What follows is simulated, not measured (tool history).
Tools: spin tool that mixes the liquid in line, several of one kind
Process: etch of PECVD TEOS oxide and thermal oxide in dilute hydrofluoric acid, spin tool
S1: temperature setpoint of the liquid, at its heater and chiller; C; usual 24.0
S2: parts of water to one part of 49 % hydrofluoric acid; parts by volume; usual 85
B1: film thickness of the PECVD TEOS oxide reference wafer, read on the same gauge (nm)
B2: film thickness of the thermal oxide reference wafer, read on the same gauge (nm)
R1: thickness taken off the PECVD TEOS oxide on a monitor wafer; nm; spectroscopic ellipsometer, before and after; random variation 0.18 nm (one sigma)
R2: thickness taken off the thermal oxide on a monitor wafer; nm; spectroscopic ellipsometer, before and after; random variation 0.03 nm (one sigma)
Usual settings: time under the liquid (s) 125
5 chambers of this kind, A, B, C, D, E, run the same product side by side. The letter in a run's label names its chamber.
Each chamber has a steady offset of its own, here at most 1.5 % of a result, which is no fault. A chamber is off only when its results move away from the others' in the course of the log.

Run 1D, hour 9.6: usual settings; B1 100.010; B2 119.99. Result: R1 42.986 nm, R2 7.1550 nm.
Run 2B, hour 18.7: usual settings; B1 100.000; B2 119.99. Result: R1 42.969 nm, R2 7.1235 nm.
Run 3C, hour 29.4: usual settings; B1 100.010; B2 120.01. Result: R1 42.757 nm, R2 7.2622 nm.
Run 4E, hour 41.7: usual settings; B1 99.990; B2 119.99. Result: R1 42.137 nm, R2 7.1424 nm.
Run 5A, hour 54.3: usual settings; B1 100.010; B2 120.01. Result: R1 42.823 nm, R2 7.1640 nm.
Run 6E, hour 60.7: usual settings; B1 100.010; B2 119.98. Result: R1 42.494 nm, R2 7.1834 nm.
Run 7B, hour 74.1: usual settings; B1 100.010; B2 119.99. Result: R1 43.001 nm, R2 7.1496 nm.
Run 8D, hour 80.7: usual settings but S2 120 parts by volume; B1 100.000; B2 119.99. Result: R1 29.004 nm, R2 4.8376 nm.
Run 9A, hour 92.5: usual settings but S2 120 parts by volume; B1 100.010; B2 119.99. Result: R1 28.965 nm, R2 4.8225 nm.
Run 10C, hour 105.5: usual settings but S2 120 parts by volume; B1 99.991; B2 119.99. Result: R1 29.012 nm, R2 4.9001 nm.
Run 11A, hour 119.2: usual settings but S2 120 parts by volume; B1 99.976; B2 119.97. Result: R1 28.746 nm, R2 4.8255 nm.
Run 12C, hour 130.2: usual settings but S2 120 parts by volume; B1 99.992; B2 120.01. Result: R1 28.923 nm, R2 4.9376 nm.
Run 13B, hour 141.1: usual settings; B1 100.000; B2 119.99. Result: R1 43.029 nm, R2 7.1867 nm.
Run 14E, hour 152.0: usual settings; B1 99.998; B2 119.99. Result: R1 42.389 nm, R2 7.1252 nm.
Run 15D, hour 166.1: usual settings; B1 99.996; B2 120.01. Result: R1 42.982 nm, R2 7.1348 nm.
Run 16E, hour 174.5: usual settings; B1 100.020; B2 120.01. Result: R1 42.233 nm, R2 7.1943 nm.
Run 17B, hour 183.7: usual settings; B1 99.988; B2 119.99. Result: R1 43.403 nm, R2 7.0922 nm.
Run 18A, hour 191.9: usual settings; B1 100.010; B2 120.00. Result: R1 42.934 nm, R2 7.1039 nm.
Run 19C, hour 203.5: usual settings but S2 95 parts by volume, time under the liquid (s) 60; B1 100.040; B2 120.00. Result: R1 18.083 nm, R2 3.0675 nm.
Run 20D, hour 209.9: usual settings but S2 95 parts by volume, time under the liquid (s) 60; B1 100.010; B2 120.00. Result: R1 18.200 nm, R2 3.0284 nm.
Run 21C, hour 216.8: usual settings but S2 95 parts by volume, time under the liquid (s) 60; B1 99.999; B2 120.01. Result: R1 18.069 nm, R2 3.0914 nm.
Run 22B, hour 225.9: usual settings but S2 95 parts by volume, time under the liquid (s) 60; B1 100.010; B2 119.99. Result: R1 18.353 nm, R2 3.0311 nm.
Run 23E, hour 240.1: usual settings but S2 95 parts by volume, time under the liquid (s) 60; B1 99.985; B2 120.01. Result: R1 17.914 nm, R2 3.0223 nm.
Run 24A, hour 251.6: usual settings; B1 99.990; B2 120.02. Result: R1 42.951 nm, R2 7.0987 nm.
Run 25D, hour 263.2: usual settings; B1 100.000; B2 119.99. Result: R1 42.862 nm, R2 7.1380 nm.
At hour 270.7: chamber C: thermometer replaced.
At hour 274.4: chamber A: hydrofluoric acid flow meter replaced.
Run 26E, hour 278.0: usual settings but S1 21.5 C; B1 99.999; B2 120.01. Result: R1 38.175 nm, R2 6.4637 nm.
Run 27D, hour 288.8: usual settings but S1 21.5 C; B1 99.988; B2 120.00. Result: R1 38.828 nm, R2 6.4638 nm.
Run 28C, hour 295.7: usual settings but S1 21.5 C; B1 99.992; B2 119.99. Result: R1 38.520 nm, R2 6.5866 nm.
Run 29B, hour 309.2: usual settings but S1 21.5 C; B1 100.010; B2 120.01. Result: R1 38.953 nm, R2 6.4646 nm.
Run 30A, hour 323.0: usual settings but S1 21.5 C; B1 100.020; B2 119.98. Result: R1 39.002 nm, R2 6.3928 nm.
Run 31E, hour 333.0: usual settings; B1 100.010; B2 119.99. Result: R1 42.103 nm, R2 7.1809 nm.
At hour 344.3: chamber D: thermometer replaced.
Run 32A, hour 344.8: usual settings; B1 99.998; B2 120.00. Result: R1 42.947 nm, R2 7.1391 nm.
Run 33C, hour 354.2: usual settings; B1 100.010; B2 120.01. Result: R1 42.606 nm, R2 7.1879 nm.
Run 34B, hour 361.8: usual settings; B1 100.010; B2 119.97. Result: R1 43.248 nm, R2 7.0803 nm.
Run 35D, hour 374.4: usual settings but S2 115 parts by volume, time under the liquid (s) 100; B1 99.995; B2 120.01. Result: R1 24.199 nm, R2 4.0452 nm.
Run 36A, hour 387.1: usual settings but S2 115 parts by volume, time under the liquid (s) 100; B1 99.984; B2 120.01. Result: R1 24.204 nm, R2 4.0527 nm.
Run 37C, hour 394.8: usual settings but S2 115 parts by volume, time under the liquid (s) 100; B1 100.010; B2 120.00. Result: R1 24.339 nm, R2 4.1516 nm.

Is one chamber off against the others, does the gauge drift, or is nothing wrong? If a chamber is off, say which, and what the likeliest cause is.

No chamber stands off beyond its own small offset, and the gauge holds steady.
